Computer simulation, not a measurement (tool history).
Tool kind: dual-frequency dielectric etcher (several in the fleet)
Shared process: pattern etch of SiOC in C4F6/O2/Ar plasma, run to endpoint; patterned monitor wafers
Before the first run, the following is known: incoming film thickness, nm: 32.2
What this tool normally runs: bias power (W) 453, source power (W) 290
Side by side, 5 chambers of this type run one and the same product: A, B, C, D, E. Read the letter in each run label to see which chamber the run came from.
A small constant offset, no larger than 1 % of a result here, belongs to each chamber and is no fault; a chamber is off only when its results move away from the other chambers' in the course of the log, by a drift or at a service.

| run | hour | bias power (W) | source power (W) | endpoint time (s) |
|---|---|---|---|---|
| 1A | 10.8 | 453 | 290 | 12.636 |
| 2E | 19.5 | 453 | 290 | 12.6 |
|  | 22.1 | chamber D: wet clean of the chamber |
| 3C | 31 | 453 | 290 | 12.546 |
| 4B | 37.4 | 453 | 290 | 12.705 |
| 5D | 44.5 | 453 | 290 | 12.679 |
| 6D | 54.5 | 453 | 290 | 12.614 |
| 7A | 64 | 453 | 290 | 12.67 |
| 8B | 70.6 | 453 | 290 | 12.802 |
| 9E | 79.2 | 453 | 290 | 12.496 |
| 10C | 86 | 453 | 290 | 12.595 |
|  | 89.2 | chamber A: source power generator calibrated |
| 11C | 91.6 | 453 | 290 | 12.456 |
| 12D | 100.1 | 453 | 290 | 12.758 |
|  | 100.9 | chamber A: wet clean of the chamber |
| 13B | 107.7 | 453 | 290 | 12.685 |
| 14E | 118.3 | 453 | 290 | 12.694 |
| 15A | 128.4 | 453 | 290 | 12.607 |
| 16E | 138.1 | 453 | 290 | 12.709 |
| 17D | 149.4 | 453 | 290 | 12.581 |
| 18B | 155.5 | 453 | 290 | 12.594 |
| 19A | 161.9 | 453 | 290 | 12.601 |
| 20C | 168.8 | 453 | 290 | 12.605 |
| 21B | 177.1 | 453 | 290 | 12.725 |
| 22A | 183 | 524 | 290 | 12.14 |
| 23C | 191.6 | 524 | 290 | 11.975 |
| 24E | 197.6 | 524 | 290 | 12.03 |
| 25D | 205.5 | 524 | 290 | 12.167 |
| 26B | 216.4 | 524 | 290 | 12.005 |
| 27A | 223.7 | 453 | 290 | 12.709 |
| 28D | 230.1 | 345 | 240 | 15.005 |
| 29C | 238.6 | 345 | 240 | 14.663 |
| 30E | 249.9 | 345 | 240 | 14.913 |
| 31D | 256.9 | 345 | 240 | 15.004 |
| 32B | 265.1 | 345 | 240 | 15.061 |
| 33A | 275 | 495 | 290 | 12.243 |
| 34C | 281.2 | 495 | 290 | 12.279 |

All 5 chambers run these settings next. Forecast each chamber's results:
| 35A | 289.5 | 453 | 290 | ? |
| 35B | 289.5 | 453 | 290 | ? |
| 35C | 289.5 | 453 | 290 | ? |
| 35D | 289.5 | 453 | 290 | ? |
| 35E | 289.5 | 453 | 290 | ? |

| run | endpoint time (s) |
|---|---|
| 35A | 12.604 |
| 35B | 12.774 |
| 35C | 12.552 |
| 35D | 12.898 |
| 35E | 12.637 |
